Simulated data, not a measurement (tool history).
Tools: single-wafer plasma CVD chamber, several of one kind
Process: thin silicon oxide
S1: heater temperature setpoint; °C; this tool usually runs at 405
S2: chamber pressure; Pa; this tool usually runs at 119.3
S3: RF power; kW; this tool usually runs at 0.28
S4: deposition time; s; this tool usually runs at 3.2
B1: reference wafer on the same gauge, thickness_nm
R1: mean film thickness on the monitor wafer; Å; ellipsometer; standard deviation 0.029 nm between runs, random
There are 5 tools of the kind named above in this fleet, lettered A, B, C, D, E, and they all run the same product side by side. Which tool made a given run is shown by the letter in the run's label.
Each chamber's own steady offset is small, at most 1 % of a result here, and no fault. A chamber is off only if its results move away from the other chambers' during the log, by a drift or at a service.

run	hour	S1	S2	S3	S4	B1	R1
1E	10.3	405	119.3	0.28	3.2	5.6096	63.161
2D	20.1	405	119.3	0.28	3.2	5.6082	63.389
3B	27.4	405	119.3	0.28	3.2	5.6104	62.711
4C	36.4	405	119.3	0.28	3.2	5.5994	62.85
5A	45.9	405	119.3	0.28	3.2	5.6079	62.608
6A	53.2	405	119.3	0.28	3.2	5.6047	63.572
# hour 62.5: chamber D: capacitance manometer re-zeroed and calibrated
7E	64.1	392	119.3	0.28	3.2	5.6057	63.764
8B	76.3	392	119.3	0.28	3.2	5.6164	63.112
9D	84.7	392	119.3	0.28	3.2	5.6056	63.155
10C	96.9	392	119.3	0.28	3.2	5.6068	62.697
11D	105.3	392	119.3	0.28	3.2	5.6067	63.302
12A	114	405	119.3	0.28	3.2	5.6119	63.26
13C	122.7	405	119.3	0.28	3.2	5.6114	62.517
14E	133.9	405	119.3	0.28	3.2	5.6082	63.479
15B	146	397	119.3	0.26	3.2	5.6086	60.907
16B	151.9	397	119.3	0.26	3.2	5.6136	60.849
17D	162.3	397	119.3	0.26	3.2	5.6117	61.409
18C	174.1	397	119.3	0.26	3.2	5.6042	60.433
19E	184	397	119.3	0.26	3.2	5.6054	60.901
20A	190.5	405	119.3	0.28	3.2	5.611	63.392
21A	196.6	405	119.3	0.28	3.2	5.6202	62.409
22E	205.1	405	119.3	0.28	3.2	5.6144	62.697
23D	215.1	405	119.3	0.28	3.2	5.6103	62.931
24B	227.5	405	119.3	0.28	3.2	5.6096	62.611
25C	240	405	119.3	0.28	3.2	5.6186	62.116
26A	252.4	405	119.3	0.28	3.2	5.6182	62.82
27C	258.6	405	119.3	0.28	3.2	5.6104	62.117
28B	271	415	119.3	0.28	3.2	5.607	61.794
29E	279.7	415	119.3	0.28	3.2	5.6042	61.299
30D	291.9	415	119.3	0.28	3.2	5.6096	62.921
31D	302.1	415	119.3	0.28	3.2	5.609	62.589
32C	313.1	415	119.3	0.28	3.2	5.6168	61.609
# hour 313.8: chamber A: capacitance manometer re-zeroed and calibrated
33B	323.9	405	119.3	0.28	3.2	5.6101	62.481
# hour 327.9: chamber C: RF generator calibrated
34A	334.1	405	119.3	0.28	3.2	5.6127	62.955
35E	346.4	405	119.3	0.28	3.2	5.6128	60.725
36B	359.8	405	119.3	0.28	3.2	5.6016	62.824
37D	371.7	405	119.3	0.28	3.2	5.6129	62.973
38E	382.5	405	119.3	0.28	3.2	5.607	60.411
39C	391.2	405	119.3	0.28	3.2	5.6157	62.082
40A	400.2	418	119.3	0.28	3.54	5.6137	68.708
41A	408.2	418	119.3	0.28	3.54	5.6086	68.2
42E	417.2	418	119.3	0.28	3.54	5.6092	66.04

One chamber off, gauge drift, or nothing amiss beyond the chambers' own small offsets? If it is a chamber, which one, and what is the likeliest cause?

Chamber E drifts away from the others.
What lies behind it: true pressure below the setpoint (%) = 6.13.

Below are 4 candidate recipes for chamber E's next run, each the usual settings with a change, their results shown as question marks. Which of them brings E's results back in line with what the other chambers give on the usual settings?
In-line tolerance around the mean of the other chambers on the usual settings: R1 1 Å
43E-1	427	405	119.3	0.28	3.24		?
43E-2	427	405	124.8	0.28	3.2		?
43E-3	427	405	113.9	0.28	3.2		?
43E-4	427	405	117.9	0.28	3.2		?

The mean the other chambers reach with the usual settings: R1 62.628 Å
run	R1
43E-1	60.915
43E-2	62.524
43E-3	57.601
43E-4	59.528
43E-2 brings the chamber back in line.
